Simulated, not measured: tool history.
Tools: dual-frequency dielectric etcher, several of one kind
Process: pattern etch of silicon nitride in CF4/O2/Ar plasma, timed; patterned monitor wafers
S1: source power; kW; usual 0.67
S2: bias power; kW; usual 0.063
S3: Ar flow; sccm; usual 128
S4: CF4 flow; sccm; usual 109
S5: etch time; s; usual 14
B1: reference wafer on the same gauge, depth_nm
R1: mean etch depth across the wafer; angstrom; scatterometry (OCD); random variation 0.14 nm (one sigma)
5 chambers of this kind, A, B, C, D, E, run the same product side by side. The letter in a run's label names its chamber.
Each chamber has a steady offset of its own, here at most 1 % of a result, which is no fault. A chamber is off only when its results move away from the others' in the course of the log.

run,hour,S1,S2,S3,S4,S5,B1,R1
1B,8.7,0.67,0.063,128,109,14,39.394,367.68
2A,14.1,0.67,0.063,128,109,14,39.369,367.44
3C,19.6,0.67,0.063,128,109,14,39.404,364.57
4E,27.4,0.67,0.063,128,109,14,39.416,367.46
# hour 35.3: chamber B: wet clean of the chamber
5D,37.4,0.67,0.063,128,109,14,39.399,365.95
6E,47.5,0.67,0.063,128,109,14,39.379,366.33
7B,54.9,0.67,0.063,128,109,14,39.395,366.49
8A,61.6,0.67,0.063,128,109,14,39.398,366.08
# hour 65.6: chamber D: wet clean of the chamber
# hour 68: chamber D: bias power generator calibrated
9C,72.5,0.67,0.063,128,109,14,39.446,371.74
10D,79,0.67,0.063,128,109,14,39.405,365.65
11C,88.3,0.67,0.063,128,109,14,39.428,367.5
12D,94.8,0.67,0.063,128,109,14,39.417,365.01
13B,103.8,0.67,0.063,128,109,14,39.401,368.11
14E,110.6,0.67,0.063,128,109,14,39.418,368.57
15A,117.1,0.67,0.063,128,109,14,39.331,368.99
# hour 121.4: chamber C: wet clean of the chamber
16B,123.3,0.67,0.063,128,109,14,39.4,364.63
17C,128.4,0.67,0.073,145,109,14,39.403,382.14
# hour 134.8: chamber E: wet clean of the chamber
18E,139,0.67,0.073,145,109,14,39.427,383.29
19D,145.2,0.67,0.073,145,109,14,39.423,380.95
20A,150.2,0.67,0.073,145,109,14,39.389,384.79
21B,159.2,0.67,0.073,145,109,14,39.412,383.61
22C,168.8,0.67,0.063,128,109,14,39.38,369.85
23D,179.7,0.67,0.063,128,109,14,39.453,362.35
24A,187.4,0.67,0.063,128,109,14,39.376,368.85
25E,192.7,0.67,0.063,128,109,14,39.452,368.66
26E,202.6,0.67,0.063,128,109,14,39.415,366.74
27B,207.5,0.67,0.063,128,109,14,39.385,365.86
28D,216.3,0.67,0.063,142,109,14,39.387,357.42
# hour 220.7: chamber E: bias power generator calibrated
29C,221.3,0.67,0.063,142,109,14,39.405,362.46
30A,228.9,0.67,0.063,142,109,14,39.414,363.64
31B,234.6,0.67,0.063,142,109,14,39.386,360.8
32C,241.7,0.67,0.063,142,109,14,39.387,364.94
33E,247.5,0.67,0.063,128,124,14,39.394,373.68
34D,253.9,0.67,0.063,128,124,14,39.406,371.86

All 5 chambers run these settings next. Forecast each chamber's results:
35A,262,0.67,0.063,128,109,14,,?
35B,262,0.67,0.063,128,109,14,,?
35C,262,0.67,0.063,128,109,14,,?
35D,262,0.67,0.063,128,109,14,,?
35E,262,0.67,0.063,128,109,14,,?

run,R1
35A,368.69
35B,366.4
35C,368.11
35D,365.5
35E,365.79
